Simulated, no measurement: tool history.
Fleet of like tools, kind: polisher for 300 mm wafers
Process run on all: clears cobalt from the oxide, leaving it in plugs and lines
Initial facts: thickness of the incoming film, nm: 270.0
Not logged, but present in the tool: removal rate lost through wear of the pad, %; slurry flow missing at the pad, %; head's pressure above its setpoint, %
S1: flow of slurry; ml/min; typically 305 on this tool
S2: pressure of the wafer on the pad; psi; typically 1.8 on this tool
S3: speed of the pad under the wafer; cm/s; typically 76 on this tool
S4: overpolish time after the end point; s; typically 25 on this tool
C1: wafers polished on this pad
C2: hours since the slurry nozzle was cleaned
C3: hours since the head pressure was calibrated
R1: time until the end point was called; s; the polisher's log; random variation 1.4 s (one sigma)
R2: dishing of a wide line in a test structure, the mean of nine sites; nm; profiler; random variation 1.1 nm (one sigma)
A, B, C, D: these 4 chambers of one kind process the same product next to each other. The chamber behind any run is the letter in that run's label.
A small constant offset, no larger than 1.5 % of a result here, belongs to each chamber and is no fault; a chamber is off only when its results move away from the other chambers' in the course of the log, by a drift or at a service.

Run 1D, day 0.400: usual settings; C1 886; C2 708.6; C3 63.4. Result: R1 91.648 s, R2 45.766 nm.
At day 0.683: chamber B: worn pad replaced by a new one.
At day 0.817: chamber D: worn pad replaced by a new one.
Run 2C, day 0.942: usual settings; C1 471; C2 293.9; C3 338.3. Result: R1 89.920 s, R2 44.468 nm.
Run 3A, day 1.267: usual settings; C1 423; C2 118.1; C3 639.8. Result: R1 89.140 s, R2 46.588 nm.
At day 1.533: chamber B: slurry nozzle cleaned.
Run 4B, day 1.817: usual settings; C1 214; C2 6.8; C3 635.3. Result: R1 91.767 s, R2 45.459 nm.
At day 1.892: chamber C: slurry nozzle cleaned.
Run 5B, day 2.083: usual settings; C1 265; C2 13.2; C3 641.7. Result: R1 88.351 s, R2 44.605 nm.
Run 6C, day 2.458: usual settings; C1 758; C2 13.6; C3 374.7. Result: R1 89.656 s, R2 46.783 nm.
Run 7D, day 2.758: usual settings; C1 367; C2 765.2; C3 120.0. Result: R1 90.647 s, R2 45.544 nm.
At day 2.950: chamber A: worn pad replaced by a new one.
Run 8A, day 3.317: usual settings; C1 69; C2 167.3; C3 689.0. Result: R1 89.584 s, R2 45.202 nm.
Run 9C, day 3.600: usual settings but S2 1.3 psi; C1 974; C2 41.0; C3 402.1. Result: R1 124.370 s, R2 37.995 nm.
Run 10D, day 4.100: usual settings but S2 1.3 psi; C1 621; C2 797.4; C3 152.2. Result: R1 123.350 s, R2 38.038 nm.
At day 4.329: chamber D: slurry nozzle cleaned.
Run 11A, day 4.479: usual settings but S2 1.3 psi; C1 289; C2 195.2; C3 716.9. Result: R1 122.370 s, R2 38.353 nm.
Run 12B, day 4.958: usual settings but S2 1.3 psi; C1 809; C2 82.2; C3 710.7. Result: R1 120.990 s, R2 38.025 nm.
At day 5.275: chamber A: head pressure recalibrated.
Run 13B, day 5.383: usual settings; C1 889; C2 92.4; C3 720.9. Result: R1 88.624 s, R2 44.251 nm.
Run 14A, day 5.667: usual settings but S1 250 ml/min; C1 514; C2 223.7; C3 9.4. Result: R1 90.040 s, R2 46.970 nm.
At day 5.779: chamber D: worn pad replaced by a new one.
Run 15C, day 6.042: usual settings but S1 250 ml/min; C1 1436; C2 99.6; C3 460.7. Result: R1 93.094 s, R2 45.422 nm.
At day 6.058: chamber B: worn pad replaced by a new one.
Run 16D, day 6.417: usual settings but S1 250 ml/min; C1 120; C2 50.1; C3 207.8. Result: R1 90.030 s, R2 46.645 nm.
At day 6.671: chamber A: worn pad replaced by a new one.
Run 17C, day 6.725: usual settings but S1 250 ml/min; C1 1566; C2 116.0; C3 477.1. Result: R1 95.963 s, R2 43.397 nm.
Run 18B, day 7.304: usual settings but S2 2.4 psi, S4 36 s; C1 236; C2 138.5; C3 767.0. Result: R1 64.459 s, R2 62.761 nm.
Run 19D, day 7.792: usual settings but S2 2.4 psi, S4 36 s; C1 380; C2 83.1; C3 240.8. Result: R1 67.299 s, R2 59.907 nm.
Run 20A, day 8.288: usual settings but S2 2.4 psi, S4 36 s; C1 306; C2 286.6; C3 72.3. Result: R1 67.225 s, R2 60.203 nm.
Run 21A, day 8.829: usual settings but S2 2.4 psi, S4 36 s; C1 408; C2 299.6; C3 85.3. Result: R1 69.424 s, R2 60.453 nm.
Run 22D, day 9.167: usual settings; C1 641; C2 116.1; C3 273.8. Result: R1 91.225 s, R2 47.291 nm.
Run 23C, day 9.662: usual settings; C1 2121; C2 186.5; C3 547.6. Result: R1 93.789 s, R2 43.157 nm.
At day 10.021: chamber A: worn pad replaced by a new one.
Run 24B, day 10.054: usual settings; C1 756; C2 204.5; C3 833.0. Result: R1 90.581 s, R2 45.193 nm.
At day 10.350: chamber D: worn pad replaced by a new one.
Run 25A, day 10.446: usual settings; C1 80; C2 338.4; C3 124.1. Result: R1 89.008 s, R2 43.409 nm.
Run 26C, day 10.788: usual settings; C1 2334; C2 213.5; C3 574.6. Result: R1 93.349 s, R2 42.943 nm.
Run 27D, day 11.254: usual settings but S1 235 ml/min, S2 2.4 psi; C1 171; C2 166.2; C3 323.9. Result: R1 68.988 s, R2 53.218 nm.
Run 28B, day 11.583: usual settings but S1 235 ml/min, S2 2.4 psi; C1 1045; C2 241.2; C3 869.7. Result: R1 69.458 s, R2 52.583 nm.
Run 29D, day 11.846: usual settings but S1 235 ml/min, S2 2.4 psi; C1 283; C2 180.4; C3 338.1. Result: R1 68.150 s, R2 52.998 nm.
At day 12.133: chamber B: worn pad replaced by a new one.
At day 12.146: chamber D: head pressure recalibrated.
Run 30C, day 12.167: usual settings but S1 235 ml/min, S2 2.4 psi; C1 2595; C2 246.6; C3 607.7. Result: R1 75.005 s, R2 47.959 nm.
At day 12.254: chamber A: slurry nozzle cleaned.
Run 31B, day 12.679: usual settings; C1 104; C2 267.5; C3 896.0. Result: R1 86.442 s, R2 45.905 nm.
Run 32A, day 12.988: usual settings; C1 561; C2 17.7; C3 185.1. Result: R1 87.790 s, R2 46.335 nm.
At day 13.158: chamber A: worn pad replaced by a new one.
Run 33D, day 13.396: usual settings; C1 576; C2 217.6; C3 30.1. Result: R1 87.525 s, R2 43.978 nm.
Run 34A, day 13.846: usual settings; C1 130; C2 38.3; C3 205.7. Result: R1 89.101 s, R2 45.911 nm.
Run 35B, day 14.388: usual settings; C1 427; C2 308.5; C3 937.0. Result: R1 88.229 s, R2 43.660 nm.
At day 14.708: chamber C: head pressure recalibrated.
Run 36C, day 14.933: usual settings; C1 3119; C2 313.0; C3 5.4. Result: R1 100.130 s, R2 41.168 nm.
Run 37A, day 15.438: usual settings; C1 431; C2 76.5; C3 243.9. Result: R1 90.244 s, R2 45.020 nm.
Run 38B, day 15.854: usual settings; C1 704; C2 343.7; C3 972.2. Result: R1 86.502 s, R2 46.297 nm.
Run 39C, day 16.150: usual settings; C1 3349; C2 342.2; C3 34.6. Result: R1 99.505 s, R2 42.366 nm.

For the next run the whole fleet of 4 chambers uses the same settings. Give each chamber's results:
Run 40A, day 16.571: usual settings but S1 270 ml/min. Result: R1 ?, R2 ?.
Run 40B, day 16.571: usual settings but S1 270 ml/min. Result: R1 ?, R2 ?.
Run 40C, day 16.571: usual settings but S1 270 ml/min. Result: R1 ?, R2 ?.
Run 40D, day 16.571: usual settings but S1 270 ml/min. Result: R1 ?, R2 ?.

run       R1      R2
40A   88.187  45.859
40B   88.692  44.177
40C  102.130  41.711
40D   90.691  47.225

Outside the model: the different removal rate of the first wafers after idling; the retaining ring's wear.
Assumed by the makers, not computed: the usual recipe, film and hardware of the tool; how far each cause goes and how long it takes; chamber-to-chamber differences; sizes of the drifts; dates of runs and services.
